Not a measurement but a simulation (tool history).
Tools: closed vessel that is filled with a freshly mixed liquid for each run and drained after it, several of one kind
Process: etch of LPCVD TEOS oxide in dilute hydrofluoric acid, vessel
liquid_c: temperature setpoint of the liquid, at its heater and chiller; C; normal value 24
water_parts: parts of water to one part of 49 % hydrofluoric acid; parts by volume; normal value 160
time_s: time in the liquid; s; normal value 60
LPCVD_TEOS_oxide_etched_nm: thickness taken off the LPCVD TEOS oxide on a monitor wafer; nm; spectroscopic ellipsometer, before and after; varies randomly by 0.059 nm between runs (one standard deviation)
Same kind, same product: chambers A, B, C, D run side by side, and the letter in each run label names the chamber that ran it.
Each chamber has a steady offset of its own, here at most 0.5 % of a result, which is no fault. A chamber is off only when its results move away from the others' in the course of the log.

| run | hour | liquid_c | water_parts | time_s | hours since the thermometer was replaced | hours since the hydrofluoric acid flow meter was replaced | read-back film thickness of the LPCVD TEOS oxide reference wafer, read on the same gauge (nm) | LPCVD_TEOS_oxide_etched_nm |
|---|---|---|---|---|---|---|---|---|
| 1D | 4.2 | 24 | 160 | 60 | 174.5 | 422.9 | 69.986 | 10.386 |
| 2C | 9.3 | 24 | 160 | 60 | 447.1 | 742.5 | 70.021 | 10.44 |
| 3B | 13.9 | 24 | 160 | 60 | 2156.2 | 594.7 | 69.985 | 10.458 |
| 4A | 18.4 | 24 | 160 | 60 | 918.1 | 1809.2 | 69.99 | 10.421 |
| 5A | 24.2 | 24 | 160 | 60 | 923.9 | 1815 | 69.981 | 10.538 |
| 6C | 29.4 | 24 | 160 | 60 | 467.2 | 762.6 | 69.991 | 10.499 |
| 7D | 32.9 | 24 | 160 | 60 | 203.2 | 451.6 | 69.944 | 10.481 |
| 8B | 38.3 | 24 | 160 | 60 | 2180.6 | 619.1 | 69.997 | 10.491 |
| 9D | 42.2 | 26.5 | 160 | 75 | 212.5 | 460.9 | 70.028 | 14.46 |
| 10B | 47.8 | 26.5 | 160 | 75 | 2190.1 | 628.6 | 70.063 | 14.294 |
| 11A | 53.2 | 26.5 | 160 | 75 | 952.9 | 1844 | 70.008 | 14.319 |
|  | 53.3 | chamber B: thermometer replaced |
| 12C | 57.3 | 26.5 | 160 | 75 | 495.1 | 790.5 | 70.012 | 14.367 |
| 13D | 61.9 | 24 | 160 | 60 | 232.2 | 480.6 | 69.973 | 10.788 |
| 14A | 66 | 24 | 160 | 60 | 965.7 | 1856.8 | 69.994 | 10.538 |
| 15C | 71.8 | 24 | 160 | 60 | 509.6 | 805 | 69.95 | 10.467 |
| 16B | 76.4 | 24 | 160 | 60 | 23.2 | 657.2 | 69.977 | 10.408 |
| 17B | 82.1 | 24 | 160 | 45 | 28.9 | 662.9 | 69.965 | 7.8965 |
| 18D | 87.2 | 24 | 160 | 45 | 257.5 | 505.9 | 69.975 | 8.1859 |
| 19C | 91.9 | 24 | 160 | 45 | 529.7 | 825.1 | 69.964 | 7.8187 |
| 20A | 94.6 | 24 | 160 | 45 | 994.3 | 1885.4 | 70.018 | 7.9217 |
| 21A | 100.1 | 24 | 160 | 60 | 999.8 | 1890.9 | 70.025 | 10.332 |
| 22C | 103.4 | 24 | 160 | 60 | 541.2 | 836.6 | 70.003 | 10.597 |
| 23B | 106 | 24 | 160 | 60 | 52.8 | 686.8 | 69.95 | 10.348 |
| 24D | 110.2 | 24 | 160 | 60 | 280.5 | 528.9 | 69.999 | 11.154 |
| 25C | 114.6 | 24 | 160 | 60 | 552.4 | 847.8 | 69.999 | 10.485 |
| 26D | 118.1 | 24 | 160 | 60 | 288.4 | 536.8 | 69.99 | 11.094 |
| 27A | 123.5 | 24 | 110 | 60 | 1023.2 | 1914.3 | 69.998 | 16.012 |
| 28B | 129.3 | 24 | 110 | 60 | 76.1 | 710.1 | 69.973 | 15.938 |
| 29A | 134.5 | 24 | 110 | 60 | 1034.2 | 1925.3 | 69.95 | 15.99 |

For the next run the whole fleet of 4 chambers uses the same settings. Give each chamber's results:
| 30A | 138.7 | 24 | 110 | 60 |  |  |  | ? |
| 30B | 138.7 | 24 | 110 | 60 |  |  |  | ? |
| 30C | 138.7 | 24 | 110 | 60 |  |  |  | ? |
| 30D | 138.7 | 24 | 110 | 60 |  |  |  | ? |

| run | LPCVD_TEOS_oxide_etched_nm |
|---|---|
| 30A | 16.04 |
| 30B | 15.98 |
| 30C | 16.07 |
| 30D | 17.402 |
